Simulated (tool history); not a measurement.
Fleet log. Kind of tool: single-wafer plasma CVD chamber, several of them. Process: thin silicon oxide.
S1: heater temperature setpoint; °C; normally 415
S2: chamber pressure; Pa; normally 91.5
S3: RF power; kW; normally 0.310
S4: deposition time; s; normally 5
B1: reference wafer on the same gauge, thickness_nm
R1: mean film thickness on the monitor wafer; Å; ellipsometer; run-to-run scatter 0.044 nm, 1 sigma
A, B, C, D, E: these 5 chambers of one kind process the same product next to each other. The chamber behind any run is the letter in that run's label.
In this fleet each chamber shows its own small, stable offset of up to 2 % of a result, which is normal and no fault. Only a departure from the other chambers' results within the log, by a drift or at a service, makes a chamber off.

| run | day | S1 | S2 | S3 | S4 | B1 | R1 |
|---|---|---|---|---|---|---|---|
| 1E | 0.525 | 415 | 91.5 | 0.310 | 5 | 8.6531 | 79.793 |
| 2B | 0.821 | 415 | 91.5 | 0.310 | 5 | 8.6654 | 77.422 |
| 3C | 1.375 | 415 | 91.5 | 0.310 | 5 | 8.6485 | 79.202 |
| 4A | 1.667 | 415 | 91.5 | 0.310 | 5 | 8.6415 | 79.559 |
| 5D | 2.196 | 415 | 91.5 | 0.310 | 5 | 8.6677 | 78.084 |
|  | 2.383 | chamber E: capacitance manometer re-zeroed and calibrated |
| 6E | 2.579 | 415 | 91.5 | 0.310 | 5 | 8.6653 | 79.240 |
| 7A | 2.854 | 415 | 91.5 | 0.310 | 5 | 8.6523 | 79.261 |
| 8D | 3.171 | 415 | 91.5 | 0.310 | 5 | 8.6445 | 78.252 |
| 9B | 3.617 | 415 | 91.5 | 0.310 | 5 | 8.6494 | 77.289 |
| 10C | 3.979 | 415 | 91.5 | 0.310 | 5 | 8.6458 | 80.142 |
| 11A | 4.567 | 415 | 91.5 | 0.310 | 5 | 8.6463 | 79.202 |
| 12D | 4.888 | 415 | 91.5 | 0.310 | 5 | 8.6461 | 78.274 |
| 13E | 5.512 | 415 | 91.5 | 0.310 | 5 | 8.6458 | 79.335 |
| 14C | 6.088 | 415 | 91.5 | 0.310 | 5 | 8.6487 | 79.779 |
|  | 6.262 | chamber D: capacitance manometer re-zeroed and calibrated |
| 15B | 6.688 | 415 | 91.5 | 0.310 | 5 | 8.6469 | 77.343 |
| 16B | 7.146 | 415 | 91.5 | 0.310 | 5 | 8.6487 | 77.943 |
| 17A | 7.683 | 415 | 91.5 | 0.310 | 5 | 8.6588 | 79.273 |
|  | 8.217 | chamber C: thermocouple changed; heater temperature recalibrated |
| 18D | 8.246 | 415 | 91.5 | 0.310 | 5 | 8.6403 | 78.515 |
| 19C | 8.588 | 415 | 91.5 | 0.310 | 5 | 8.6488 | 79.568 |
| 20E | 9.017 | 415 | 91.5 | 0.310 | 5 | 8.6605 | 79.435 |
| 21C | 9.408 | 406 | 103.7 | 0.310 | 5 | 8.6452 | 90.270 |
| 22E | 10.004 | 406 | 103.7 | 0.310 | 5 | 8.6523 | 90.579 |
|  | 10.046 | chamber E: RF generator calibrated |
| 23D | 10.321 | 406 | 103.7 | 0.310 | 5 | 8.6326 | 89.878 |
| 24A | 10.688 | 406 | 103.7 | 0.310 | 5 | 8.6609 | 90.735 |
| 25B | 11.008 | 406 | 103.7 | 0.310 | 5 | 8.6507 | 89.047 |
| 26E | 11.550 | 415 | 91.5 | 0.310 | 5 | 8.6500 | 79.014 |
| 27D | 11.929 | 415 | 91.5 | 0.310 | 5 | 8.6480 | 78.309 |
| 28B | 12.442 | 415 | 91.5 | 0.310 | 5 | 8.6541 | 77.700 |
| 29C | 12.929 | 415 | 91.5 | 0.310 | 5 | 8.6585 | 79.412 |
|  | 13.375 | chamber C: capacitance manometer re-zeroed and calibrated |
| 30A | 13.467 | 415 | 91.5 | 0.310 | 5 | 8.6474 | 78.794 |
| 31A | 14.071 | 415 | 91.5 | 0.310 | 5 | 8.6502 | 79.967 |
| 32E | 14.462 | 415 | 91.5 | 0.310 | 5 | 8.6474 | 79.961 |
| 33B | 14.912 | 415 | 91.5 | 0.310 | 5 | 8.6467 | 77.564 |
| 34D | 15.404 | 415 | 91.5 | 0.310 | 5 | 8.6502 | 78.044 |
| 35C | 15.833 | 415 | 91.5 | 0.310 | 5 | 8.6447 | 79.416 |
| 36B | 16.429 | 415 | 91.5 | 0.310 | 5 | 8.6509 | 77.106 |
| 37A | 16.925 | 415 | 91.5 | 0.310 | 5 | 8.6531 | 78.895 |
| 38E | 17.221 | 407 | 111.3 | 0.310 | 5 | 8.6578 | 96.314 |

Next, all 5 chambers run the settings below, one line each with question marks for the results. What does each chamber give?
| 39A | 17.675 | 415 | 91.5 | 0.310 | 5 |  | ? |
| 39B | 17.675 | 415 | 91.5 | 0.310 | 5 |  | ? |
| 39C | 17.675 | 415 | 91.5 | 0.310 | 5 |  | ? |
| 39D | 17.675 | 415 | 91.5 | 0.310 | 5 |  | ? |
| 39E | 17.675 | 415 | 91.5 | 0.310 | 5 |  | ? |

| run | R1 |
|---|---|
| 39A | 79.400 |
| 39B | 78.258 |
| 39C | 79.414 |
| 39D | 78.415 |
| 39E | 79.435 |
